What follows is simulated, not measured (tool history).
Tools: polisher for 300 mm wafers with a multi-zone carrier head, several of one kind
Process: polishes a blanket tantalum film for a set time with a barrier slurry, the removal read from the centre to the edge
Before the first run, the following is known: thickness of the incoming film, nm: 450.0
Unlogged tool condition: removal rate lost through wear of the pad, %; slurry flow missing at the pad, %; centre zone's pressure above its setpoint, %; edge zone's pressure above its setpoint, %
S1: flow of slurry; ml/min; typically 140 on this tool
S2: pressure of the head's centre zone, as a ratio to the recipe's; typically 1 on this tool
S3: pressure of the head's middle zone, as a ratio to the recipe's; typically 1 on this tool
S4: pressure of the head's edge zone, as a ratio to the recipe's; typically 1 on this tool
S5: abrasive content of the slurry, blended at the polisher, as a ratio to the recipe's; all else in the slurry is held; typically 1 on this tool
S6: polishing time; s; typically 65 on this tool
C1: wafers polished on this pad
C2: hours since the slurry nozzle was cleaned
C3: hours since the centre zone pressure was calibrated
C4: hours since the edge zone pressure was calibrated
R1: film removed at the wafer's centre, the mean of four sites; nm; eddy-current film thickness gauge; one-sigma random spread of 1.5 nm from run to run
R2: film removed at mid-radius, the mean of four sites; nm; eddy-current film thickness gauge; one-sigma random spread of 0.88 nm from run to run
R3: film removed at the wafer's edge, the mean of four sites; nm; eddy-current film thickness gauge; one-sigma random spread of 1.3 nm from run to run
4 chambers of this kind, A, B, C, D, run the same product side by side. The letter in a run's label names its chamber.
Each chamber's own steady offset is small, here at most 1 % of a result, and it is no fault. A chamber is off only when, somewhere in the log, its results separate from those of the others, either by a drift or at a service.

run	day	S1	S2	S3	S4	S5	S6	C1	C2	C3	C4	R1	R2	R3
# day 0.05: chamber C: worn pad replaced by a new one
1B	0.342	140	1	1	1	1	65	474	170.9	244.4	106.6	100.09	99.637	99.261
2C	0.683	140	1	1	1	1	65	214	125.8	214	472.2	101.32	99.785	98.911
3D	1.092	140	1	1	1	1	65	654	108.8	1096.2	1222.1	100.47	100.49	100.74
# day 1.262: chamber A: worn pad replaced by a new one
4A	1.325	140	1	1	1	1	65	22	87.4	175	106	98.706	100.61	99.269
# day 1.346: chamber D: worn pad replaced by a new one
5B	1.804	140	1	0.92	1	1	81	967	206	279.5	141.7	124.11	115.23	125.1
# day 1.896: chamber B: worn pad replaced by a new one
6C	2.167	140	1	0.92	1	1	81	714	161.4	249.6	507.8	124.64	114.63	123.88
# day 2.642: chamber C: worn pad replaced by a new one
7D	2.675	140	1	0.92	1	1	81	449	146.8	1134.2	1260.1	121.11	117.42	124.22
# day 3.125: chamber A: worn pad replaced by a new one
8A	3.167	140	1	0.92	1	1	81	15	131.6	219.2	150.2	120.51	113.8	122.38
# day 3.421: chamber C: edge zone pressure recalibrated
9D	3.579	140	1	1	1	1	65	754	168.5	1155.9	1281.8	102.47	99.419	100.29
10C	3.896	140	1	1	1	1	65	424	202.9	291.1	11.4	99.797	101.54	97.45
# day 4.017: chamber D: worn pad replaced by a new one
11B	4.275	140	1	1	1	1	65	803	265.3	338.8	201	96.319	96.94	98.637
12A	4.579	140	1	1	1	1	65	491	165.5	253.1	184.1	100.39	99.013	98.169
# day 4.671: chamber B: worn pad replaced by a new one
13C	5.004	140	1	1	1	1	65	798	229.5	317.7	38	100.19	99.894	97.828
# day 5.117: chamber A: worn pad replaced by a new one
14A	5.496	140	1	1	1	1	65	128	187.5	275.1	206.1	99.376	99.532	97.505
# day 5.579: chamber C: worn pad replaced by a new one
15D	5.883	140	1	1	1	1	65	630	223.8	1211.2	1337.1	100.48	99.619	99.934
16B	6.275	140	1	1	1	1	65	541	313.3	386.8	249	95.65	94.966	96.857
# day 6.417: chamber D: worn pad replaced by a new one
17A	6.517	140	1	1	1	1	65	473	212	299.6	230.6	98.375	100.11	98.049
18B	6.808	140	1	1	1	1	65	721	326.1	399.6	261.8	91.124	93.736	94.211
# day 6.904: chamber A: centre zone pressure recalibrated
19D	7.104	140	1	1	1	1	65	232	253.1	1240.5	1366.4	100.35	99.649	99.536
# day 7.15: chamber A: worn pad replaced by a new one
20C	7.488	140	0.94	1	1	1	65	644	289.1	377.3	97.6	92.31	101.31	98.852
# day 7.575: chamber B: worn pad replaced by a new one
21B	7.896	140	0.94	1	1	1	65	108	352.2	425.7	287.9	87.473	92.907	94.754
22A	8.117	140	0.94	1	1	1	65	327	250.4	29.1	269	89.855	100.04	96.883
# day 8.383: chamber C: worn pad replaced by a new one
23C	8.467	140	0.94	1	1	1	65	28	312.6	400.8	121.1	94.262	100.97	100.4
24D	8.808	140	1	1	1	1	65	806	294	1281.4	1407.3	98.731	100.16	99.618
25B	9.321	140	1	1	1	1	65	589	386.4	459.9	322.1	92.084	91.079	93.417

The same settings go to every chamber for the next run, one line per chamber below. Forecast the results for each:
26A	9.683	190	1	1	1	1	65					?	?	?
26B	9.683	190	1	1	1	1	65					?	?	?
26C	9.683	190	1	1	1	1	65					?	?	?
26D	9.683	190	1	1	1	1	65					?	?	?

run	R1	R2	R3
26A	106.46	105.33	102.85
26B	102.53	97.231	97.625
26C	109.16	107.47	106.04
26D	104.65	106.67	105.06
